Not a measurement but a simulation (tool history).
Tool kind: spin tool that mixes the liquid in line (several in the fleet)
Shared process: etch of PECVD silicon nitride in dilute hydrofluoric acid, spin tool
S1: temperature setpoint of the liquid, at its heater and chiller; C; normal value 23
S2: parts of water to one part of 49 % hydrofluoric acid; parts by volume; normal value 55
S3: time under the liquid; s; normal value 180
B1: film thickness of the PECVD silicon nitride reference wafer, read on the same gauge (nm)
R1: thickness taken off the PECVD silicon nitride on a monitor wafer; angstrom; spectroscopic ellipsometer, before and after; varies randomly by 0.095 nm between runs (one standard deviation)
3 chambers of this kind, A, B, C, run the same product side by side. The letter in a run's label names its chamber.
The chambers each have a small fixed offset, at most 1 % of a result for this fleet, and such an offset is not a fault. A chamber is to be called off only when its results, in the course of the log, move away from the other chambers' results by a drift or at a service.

Run 1A, hour 9.1: usual settings; B1 79.994. Result: R1 164.14 angstrom.
Run 2B, hour 15.7: usual settings; B1 80.008. Result: R1 161.18 angstrom.
Run 3C, hour 23.5: usual settings; B1 79.99. Result: R1 162.49 angstrom.
Run 4C, hour 34.8: usual settings; B1 79.978. Result: R1 162.51 angstrom.
At hour 36.7: chamber B: hydrofluoric acid flow meter replaced.
Run 5A, hour 40.7: usual settings; B1 80.004. Result: R1 163.56 angstrom.
Run 6B, hour 49.9: usual settings; B1 79.995. Result: R1 161.22 angstrom.
Run 7A, hour 55.3: usual settings; B1 80.015. Result: R1 161.41 angstrom.
Run 8C, hour 61.3: usual settings; B1 80.007. Result: R1 164.02 angstrom.
Run 9B, hour 67.9: usual settings; B1 80.002. Result: R1 159.12 angstrom.
Run 10A, hour 76.1: usual settings; B1 80.001. Result: R1 163.77 angstrom.
Run 11C, hour 82.5: usual settings; B1 79.99. Result: R1 163.38 angstrom.
Run 12B, hour 91.7: usual settings but S2 30 parts by volume, S3 245 s; B1 80.027. Result: R1 387.32 angstrom.
Run 13A, hour 102.8: usual settings but S2 30 parts by volume, S3 245 s; B1 79.993. Result: R1 392.38 angstrom.
Run 14C, hour 113.8: usual settings but S2 30 parts by volume, S3 245 s; B1 80.012. Result: R1 400.82 angstrom.
Run 15B, hour 119.2: usual settings; B1 79.988. Result: R1 156.85 angstrom.
Run 16C, hour 130.3: usual settings; B1 79.984. Result: R1 161.62 angstrom.
Run 17B, hour 138.7: usual settings; B1 80.015. Result: R1 155.23 angstrom.
Run 18A, hour 144.2: usual settings; B1 80.006. Result: R1 162.64 angstrom.
Run 19A, hour 153.2: usual settings; B1 80.002. Result: R1 161.31 angstrom.
Run 20B, hour 163.4: usual settings but S2 80 parts by volume; B1 79.987. Result: R1 106.33 angstrom.
Run 21C, hour 172.7: usual settings but S2 80 parts by volume; B1 80.004. Result: R1 112.74 angstrom.
Run 22B, hour 182.5: usual settings but S2 80 parts by volume; B1 79.991. Result: R1 104.4 angstrom.
Run 23A, hour 193: usual settings; B1 79.993. Result: R1 163.44 angstrom.
Run 24C, hour 201.9: usual settings but S1 19.5 C, S3 270 s; B1 80.003. Result: R1 190.88 angstrom.
Run 25B, hour 209.8: usual settings but S1 19.5 C, S3 270 s; B1 80. Result: R1 176.93 angstrom.
Run 26C, hour 214.9: usual settings but S1 19.5 C, S3 270 s; B1 80.009. Result: R1 191.29 angstrom.

Read the log: is a single chamber off, either drifting away or since a service, is the gauge that measures every chamber drifting, or is nothing wrong beyond small per-chamber offsets? Name any odd chamber and what most likely caused it.

Chamber B drifts away from the others.
What lies behind it: liquid colder than its thermometer reads (K) = 1.23.

Below are 4 candidate recipes for chamber B's next run, each the usual settings with a change, their results shown as question marks. Which of them brings B's results back in line with what the other chambers give on the usual settings?
Maximum distance from the other chambers' mean on the usual settings for a result to count as in line: R1 3.3 angstrom
Run 27B-1, hour 223.3: usual settings but S1 23.5 C, S3 190 s. Result: R1 ?.
Run 27B-2, hour 223.3: usual settings but S1 22.5 C, S3 170 s. Result: R1 ?.
Run 27B-3, hour 223.3: usual settings but S1 23.5 C, S2 50 parts by volume, S3 190 s. Result: R1 ?.
Run 27B-4, hour 223.3: usual settings but S1 22.5 C, S2 60 parts by volume, S3 170 s. Result: R1 ?.

What the other chambers average on the usual settings: R1 162.56 angstrom
  run      R1
27B-1  162.42
27B-2  135.62
27B-3  177.99
27B-4  124.74
Change 27B-1 lands the chamber within the allowed miss of the other chambers.
